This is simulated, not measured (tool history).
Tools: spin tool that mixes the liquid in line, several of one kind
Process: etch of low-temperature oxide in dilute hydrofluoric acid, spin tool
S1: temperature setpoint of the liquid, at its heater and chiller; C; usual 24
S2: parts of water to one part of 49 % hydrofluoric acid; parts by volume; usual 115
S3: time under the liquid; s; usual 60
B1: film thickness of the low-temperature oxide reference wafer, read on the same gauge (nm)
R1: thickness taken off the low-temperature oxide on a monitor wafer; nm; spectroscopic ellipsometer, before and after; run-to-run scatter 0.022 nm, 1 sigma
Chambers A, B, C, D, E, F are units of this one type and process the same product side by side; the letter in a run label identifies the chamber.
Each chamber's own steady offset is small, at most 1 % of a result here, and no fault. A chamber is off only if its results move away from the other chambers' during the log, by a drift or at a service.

run 1F day=0.138 | S1=24 S2=115 S3=60 | B1=80.02 | R1=5.4313
run 2B day=0.271 | S1=24 S2=115 S3=60 | B1=79.98 | R1=5.4042
run 3A day=0.396 | S1=24 S2=115 S3=60 | B1=79.982 | R1=5.4389
run 4D day=0.521 | S1=24 S2=115 S3=60 | B1=80.013 | R1=5.4155
run 5E day=0.625 | S1=24 S2=115 S3=60 | B1=80.021 | R1=5.4101
run 6C day=0.75 | S1=24 S2=115 S3=60 | B1=80.008 | R1=5.4538
run 7F day=0.962 | S1=24 S2=115 S3=60 | B1=80.002 | R1=5.4682
run 8E day=1.138 | S1=24 S2=115 S3=60 | B1=79.972 | R1=5.426
run 9D day=1.254 | S1=24 S2=115 S3=60 | B1=80.005 | R1=5.4264
run 10A day=1.362 | S1=24 S2=145 S3=30 | B1=79.97 | R1=2.0827
run 11B day=1.488 | S1=24 S2=145 S3=30 | B1=80.02 | R1=2.0907
run 12C day=1.6 | S1=24 S2=145 S3=30 | B1=80.01 | R1=2.0807
run 13D day=1.712 | S1=24 S2=145 S3=30 | B1=79.982 | R1=2.0729
run 14E day=1.896 | S1=24 S2=145 S3=30 | B1=79.995 | R1=2.0971
run 15F day=2.025 | S1=24 S2=145 S3=30 | B1=79.98 | R1=2.077
run 16A day=2.129 | S1=24 S2=115 S3=60 | B1=80.004 | R1=5.4653
run 17C day=2.262 | S1=24 S2=115 S3=60 | B1=80.056 | R1=5.4252
run 18B day=2.442 | S1=24 S2=115 S3=60 | B1=79.993 | R1=5.431
run 19A day=2.65 | S1=24 S2=115 S3=80 | B1=79.983 | R1=7.2716
run 20B day=2.796 | S1=24 S2=115 S3=80 | B1=80.039 | R1=7.2843
run 21F day=2.954 | S1=24 S2=115 S3=80 | B1=79.947 | R1=7.2589
run 22C day=3.058 | S1=24 S2=115 S3=80 | B1=80.002 | R1=7.2411
-- day=3.083 chamber A: thermometer replaced
run 23E day=3.271 | S1=24 S2=115 S3=80 | B1=80.016 | R1=7.245
run 24D day=3.408 | S1=24 S2=115 S3=80 | B1=79.962 | R1=7.1822
run 25D day=3.621 | S1=24 S2=115 S3=60 | B1=80.011 | R1=5.4043
run 26E day=3.758 | S1=24 S2=115 S3=60 | B1=80.013 | R1=5.4236
-- day=3.879 chamber F: hydrofluoric acid flow meter replaced
run 27C day=3.908 | S1=24 S2=115 S3=60 | B1=80.008 | R1=5.4701
-- day=3.962 chamber F: thermometer replaced
run 28A day=4.1 | S1=26 S2=80 S3=60 | B1=79.98 | R1=8.8912
run 29F day=4.225 | S1=26 S2=80 S3=60 | B1=79.98 | R1=8.8211
run 30B day=4.346 | S1=26 S2=80 S3=60 | B1=80.024 | R1=8.8779
run 31F day=4.496 | S1=26 S2=80 S3=60 | B1=80 | R1=8.8088
run 32E day=4.712 | S1=26 S2=80 S3=60 | B1=80.027 | R1=8.8094
run 33C day=4.892 | S1=26 S2=80 S3=60 | B1=80.002 | R1=8.8765
run 34D day=5.092 | S1=24 S2=115 S3=60 | B1=79.967 | R1=5.4329
run 35A day=5.192 | S1=24 S2=115 S3=60 | B1=80.003 | R1=5.4531
run 36B day=5.396 | S1=24 S2=115 S3=60 | B1=80.024 | R1=5.4189
run 37C day=5.525 | S1=24 S2=115 S3=60 | B1=79.939 | R1=5.4596
run 38E day=5.7 | S1=24 S2=115 S3=60 | B1=80.032 | R1=5.4174

All chambers now run identical settings, listed one chamber a line with results as question marks. What results will each chamber show?
run 39A day=5.858 | S1=24 S2=115 S3=60 | R1=?
run 39B day=5.858 | S1=24 S2=115 S3=60 | R1=?
run 39C day=5.858 | S1=24 S2=115 S3=60 | R1=?
run 39D day=5.858 | S1=24 S2=115 S3=60 | R1=?
run 39E day=5.858 | S1=24 S2=115 S3=60 | R1=?
run 39F day=5.858 | S1=24 S2=115 S3=60 | R1=?

run=39A R1=5.4894
run=39B R1=5.4463
run=39C R1=5.4824
run=39D R1=5.4186
run=39E R1=5.4482
run=39F R1=5.4362
